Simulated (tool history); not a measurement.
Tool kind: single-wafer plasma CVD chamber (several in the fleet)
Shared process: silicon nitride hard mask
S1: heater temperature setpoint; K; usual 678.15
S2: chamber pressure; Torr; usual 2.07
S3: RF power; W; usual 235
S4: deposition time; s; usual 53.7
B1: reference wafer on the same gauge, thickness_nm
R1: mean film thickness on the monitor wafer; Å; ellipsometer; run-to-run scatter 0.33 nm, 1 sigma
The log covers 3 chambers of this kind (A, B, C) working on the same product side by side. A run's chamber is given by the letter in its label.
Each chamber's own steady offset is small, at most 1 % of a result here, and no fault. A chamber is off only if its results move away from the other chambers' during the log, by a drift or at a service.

run   hour      S1    S2   S3    S4      B1      R1
 1C    6.3  678.15  2.07  235  53.7  65.886  557.05
 2A   13.4  678.15  2.07  235  53.7  65.857  558.44
 3B   19.6  678.15  2.07  235  53.7  65.783  562.93
 4B   26.7  678.15  2.07  235  53.7  65.802  558.58
 5A   34.4  678.15  2.07  235  53.7  65.865  552.96
 6C   41.9  678.15  2.07  235  53.7    65.9  554.32
 7B   50.6  678.15  2.07  235  53.7  65.938  561.88
 8C   58.9  678.15  2.07  235  53.7   65.93  558.52
 9A   67.9  678.15  2.07  235  53.7  65.847  555.18
10A   73.3  678.15  2.07  195  43.9  65.914   397.2
11B   78.2  678.15  2.07  195  43.9  65.892  393.47
12C   86.8  678.15  2.07  195  43.9  65.986  396.97
13C   93.9  678.15  2.07  235  53.7  65.861  557.61
14B  102.7  666.15  2.07  235  53.7  65.958  562.82
15A  108.3  666.15  2.07  235  53.7  65.854  560.61
16B  113.9  666.15  2.07  235  53.7  65.949  555.65
17A  121.6  678.15  2.07  235  53.7  65.893  557.26
18C  127.4  692.15  2.07  280  53.7  65.832  630.65
19C  136.3  692.15  2.07  280  53.7  65.981  629.15
20B  140.2  692.15  2.07  280  53.7  65.912  626.74
21A  144.2  678.15  2.07  235  53.7  65.939  557.22
22C  149.7  678.15  2.07  235  53.7  65.823  555.08
23A  155.6  678.15  2.07  235  53.7  66.017  551.96
24B  164.1  678.15  2.07  235  53.7  65.946  556.59
25B  168.5  678.15  2.07  235  53.7  65.853  560.57
26C  176.1  678.15  2.07  235  53.7  65.918   555.2
27A  183.6  678.15  2.07  235  53.7  65.874  556.85
28C  192.1  678.15  2.07  235  53.7  65.844  559.56
29B  196.4  678.15  1.92  235  53.7  65.818   545.7
30A  200.4  678.15  1.92  235  53.7  65.866  539.73
31B  206.7  678.15  1.92  235  53.7  65.911   542.5
32A  212.5  678.15  2.07  235  53.7  65.781  556.72
33C  218.7  678.15  2.07  235  53.7  66.068  558.34
34B  225.1  678.15  2.07  235  53.7  65.798  560.01

The same settings go to every chamber for the next run, one line per chamber below. Forecast the results for each:
35A  231.5  678.15  2.07  235  53.7       ?
35B  231.5  678.15  2.07  235  53.7       ?
35C  231.5  678.15  2.07  235  53.7       ?

run      R1
35A  551.54
35B  561.26
35C  557.75
